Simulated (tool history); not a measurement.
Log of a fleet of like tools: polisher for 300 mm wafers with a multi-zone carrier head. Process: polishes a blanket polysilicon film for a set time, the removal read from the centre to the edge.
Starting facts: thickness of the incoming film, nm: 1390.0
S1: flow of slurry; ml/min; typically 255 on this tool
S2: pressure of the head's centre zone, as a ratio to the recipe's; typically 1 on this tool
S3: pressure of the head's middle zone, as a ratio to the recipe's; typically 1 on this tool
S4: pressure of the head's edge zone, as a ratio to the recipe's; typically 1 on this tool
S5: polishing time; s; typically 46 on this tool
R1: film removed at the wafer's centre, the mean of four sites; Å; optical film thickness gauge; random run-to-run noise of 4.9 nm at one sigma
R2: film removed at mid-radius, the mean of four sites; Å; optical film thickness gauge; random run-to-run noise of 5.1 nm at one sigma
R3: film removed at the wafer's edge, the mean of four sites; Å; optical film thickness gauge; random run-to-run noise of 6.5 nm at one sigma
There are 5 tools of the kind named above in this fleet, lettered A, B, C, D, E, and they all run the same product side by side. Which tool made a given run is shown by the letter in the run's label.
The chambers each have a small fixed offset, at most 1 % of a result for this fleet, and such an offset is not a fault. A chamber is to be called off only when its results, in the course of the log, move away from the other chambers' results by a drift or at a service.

run    day   S1    S2    S3    S4  S5      R1      R2      R3
 1C  0.129  255     1     1     1  46    4666  4507.4  4656.9
 2D   0.25  255     1     1     1  46    4643  4556.1  4510.5
 3E  0.367  255     1     1     1  46  4687.1  4502.3  4459.8
 4B  0.504  255     1     1     1  46  4531.1  4645.1  4587.2
     0.567  -- chamber E: worn pad replaced by a new one
 5A  0.617  255  0.91     1     1  37  3399.9  3807.7  3641.3
     0.717  -- chamber A: worn pad replaced by a new one
 6D  0.733  255  0.91     1     1  37  3338.3  3638.8  3645.1
 7A  0.871  255  0.91     1     1  37  3329.6  3741.8  3632.2
 8E  0.962  255  0.91     1     1  37  3379.6  3714.1  3645.1
     1.012  -- chamber E: edge zone pressure recalibrated
 9C    1.1  255  0.91     1     1  37    3299    3663  3701.7
     1.162  -- chamber B: worn pad replaced by a new one
     1.183  -- chamber D: worn pad replaced by a new one
10B  1.183  255     1     1     1  46  4572.8  4674.6  4538.2
11C    1.3  255     1     1     1  46  4612.9  4479.7  4662.9
     1.375  -- chamber B: slurry nozzle cleaned
12E  1.396  255     1     1     1  46  4584.3    4600  4596.9
13A  1.529  255     1     1     1  46  4635.7    4583  4517.5
14B  1.683  255     1  0.96     1  33    3305  3193.6  3270.7
15D  1.767  255     1  0.96     1  33  3264.5  3112.4  3368.7
16C  1.908  255     1  0.96     1  33  3218.9  3105.5  3400.4
17B  2.038  255     1  0.96     1  33  3281.1  3183.3  3302.6
     2.067  -- chamber A: worn pad replaced by a new one
18A  2.196  255     1  0.96     1  33  3281.8  3100.9  3327.7
19E  2.312  255     1     1  1.06  46  4606.8  4520.7  4567.1
20D  2.425  255     1     1  1.06  46  4674.5  4511.9  4699.5
     2.479  -- chamber C: worn pad replaced by a new one
     2.546  -- chamber B: worn pad replaced by a new one
21A  2.608  255     1     1  1.06  46  4620.1  4589.2    4722
     2.712  -- chamber D: worn pad replaced by a new one
22D  2.754  255     1     1  1.06  46  4548.9  4609.8  4650.2
23C  2.908  255     1     1  1.06  46    4638  4527.8  4819.1
24B  3.083  340     1     1     1  59  6038.7  6106.1    6046
25E  3.258  340     1     1     1  59  6294.6  6014.6  5959.9
26D  3.417  340     1     1     1  59  6139.5  6026.2  6052.4
     3.442  -- chamber E: worn pad replaced by a new one
27C  3.512  340     1     1     1  59  6111.9  5969.8  5884.2
     3.575  -- chamber A: worn pad replaced by a new one
     3.625  -- chamber E: centre zone pressure recalibrated
28B  3.675  340     1     1     1  59  6099.8  6027.4  6024.4
29E  3.767  255     1     1     1  46  4625.1  4624.1  4685.5
     3.842  -- chamber B: edge zone pressure recalibrated
30A  3.908  255     1   0.9     1  39  3834.9  3517.1  3791.1
31C  4.067  255     1   0.9     1  39  3850.3  3548.4  3890.9
     4.146  -- chamber B: worn pad replaced by a new one
32B  4.192  255     1   0.9     1  39  3929.4  3553.5  3861.6

Each of the 5 chambers runs these same settings next. Fill in every chamber's results:
33A  4.321  255   1   1  0.9  46   ?   ?   ?
33B  4.321  255   1   1  0.9  46   ?   ?   ?
33C  4.321  255   1   1  0.9  46   ?   ?   ?
33D  4.321  255   1   1  0.9  46   ?   ?   ?
33E  4.321  255   1   1  0.9  46   ?   ?   ?

run      R1      R2      R3
33A  4529.9  4534.5  4380.7
33B  4530.3  4633.4  4356.9
33C  4545.4  4533.4  4377.3
33D  4644.3  4447.5  4365.5
33E  4583.3  4621.7  4262.4
